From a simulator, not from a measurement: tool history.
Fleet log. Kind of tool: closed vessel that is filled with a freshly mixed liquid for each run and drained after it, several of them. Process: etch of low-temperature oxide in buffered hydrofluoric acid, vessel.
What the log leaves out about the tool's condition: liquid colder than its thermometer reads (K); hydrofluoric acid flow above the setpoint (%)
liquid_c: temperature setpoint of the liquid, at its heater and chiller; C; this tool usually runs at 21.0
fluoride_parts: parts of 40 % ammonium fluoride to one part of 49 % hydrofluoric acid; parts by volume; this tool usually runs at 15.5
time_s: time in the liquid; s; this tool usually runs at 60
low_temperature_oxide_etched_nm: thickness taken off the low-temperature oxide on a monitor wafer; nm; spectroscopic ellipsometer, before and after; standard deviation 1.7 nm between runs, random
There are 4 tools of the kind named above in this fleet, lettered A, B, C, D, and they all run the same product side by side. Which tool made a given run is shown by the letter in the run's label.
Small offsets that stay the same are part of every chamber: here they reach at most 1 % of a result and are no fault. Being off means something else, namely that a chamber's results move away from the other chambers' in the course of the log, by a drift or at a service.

| run | day | liquid_c | fluoride_parts | time_s | hours since the thermometer was replaced | hours since the hydrofluoric acid flow meter was replaced | read-back film thickness of the low-temperature oxide reference wafer, read on the same gauge (nm) | low_temperature_oxide_etched_nm |
|---|---|---|---|---|---|---|---|---|
| 1B | 0.158 | 21.0 | 15.5 | 60 | 502.7 | 35.6 | 30.000 | 192.88 |
| 2D | 0.300 | 21.0 | 15.5 | 60 | 1262.6 | 102.8 | 30.028 | 195.64 |
| 3A | 0.538 | 21.0 | 15.5 | 60 | 1598.3 | 469.0 | 30.023 | 194.17 |
| 4C | 0.675 | 21.0 | 15.5 | 60 | 93.4 | 211.0 | 29.988 | 190.43 |
| 5D | 0.921 | 21.0 | 15.5 | 60 | 1277.5 | 117.7 | 29.965 | 194.23 |
| 6C | 1.046 | 21.0 | 15.5 | 60 | 102.3 | 219.9 | 30.008 | 187.43 |
| 7A | 1.196 | 21.0 | 15.5 | 60 | 1614.1 | 484.8 | 30.022 | 192.02 |
| 8B | 1.379 | 21.0 | 15.5 | 60 | 532.0 | 64.9 | 29.966 | 194.40 |
| 9B | 1.633 | 21.0 | 15.5 | 60 | 538.1 | 71.0 | 30.022 | 195.96 |
| 10D | 1.888 | 21.0 | 15.5 | 60 | 1300.7 | 140.9 | 30.007 | 189.89 |
| 11A | 2.012 | 21.0 | 15.5 | 60 | 1633.7 | 504.4 | 29.989 | 191.85 |
| 12C | 2.267 | 18.0 | 15.5 | 85 | 131.6 | 249.2 | 30.003 | 227.25 |
| 13D | 2.400 | 18.0 | 15.5 | 85 | 1313.0 | 153.2 | 29.989 | 224.91 |
| 14A | 2.583 | 18.0 | 15.5 | 85 | 1647.4 | 518.1 | 30.013 | 230.99 |
| 15C | 2.838 | 18.0 | 15.5 | 85 | 145.3 | 262.9 | 30.025 | 228.47 |
| 16B | 3.058 | 21.0 | 15.5 | 60 | 572.3 | 105.2 | 30.012 | 193.37 |
| 17B | 3.204 | 21.0 | 15.5 | 60 | 575.8 | 108.7 | 29.974 | 195.12 |
| 18D | 3.412 | 21.0 | 15.5 | 60 | 1337.3 | 177.5 | 30.003 | 185.64 |
| 19A | 3.596 | 21.0 | 15.5 | 60 | 1671.7 | 542.4 | 30.005 | 194.37 |
| 20C | 3.804 | 19.5 | 15.5 | 75 | 168.5 | 286.1 | 29.998 | 219.31 |
| 21B | 4.038 | 19.5 | 15.5 | 75 | 595.8 | 128.7 | 29.985 | 220.35 |
| 22A | 4.175 | 19.5 | 15.5 | 75 | 1685.6 | 556.3 | 30.004 | 221.59 |
| 23D | 4.304 | 19.5 | 15.5 | 75 | 1358.7 | 198.9 | 29.985 | 211.91 |
| 24C | 4.479 | 18.5 | 15.5 | 60 | 184.7 | 302.3 | 29.990 | 168.10 |

For the next run the whole fleet of 4 chambers uses the same settings. Give each chamber's results:
| 25A | 4.667 | 21.0 | 15.5 | 60 |  |  |  | ? |
| 25B | 4.667 | 21.0 | 15.5 | 60 |  |  |  | ? |
| 25C | 4.667 | 21.0 | 15.5 | 60 |  |  |  | ? |
| 25D | 4.667 | 21.0 | 15.5 | 60 |  |  |  | ? |

| run | low_temperature_oxide_etched_nm |
|---|---|
| 25A | 190.90 |
| 25B | 189.95 |
| 25C | 191.59 |
| 25D | 183.65 |
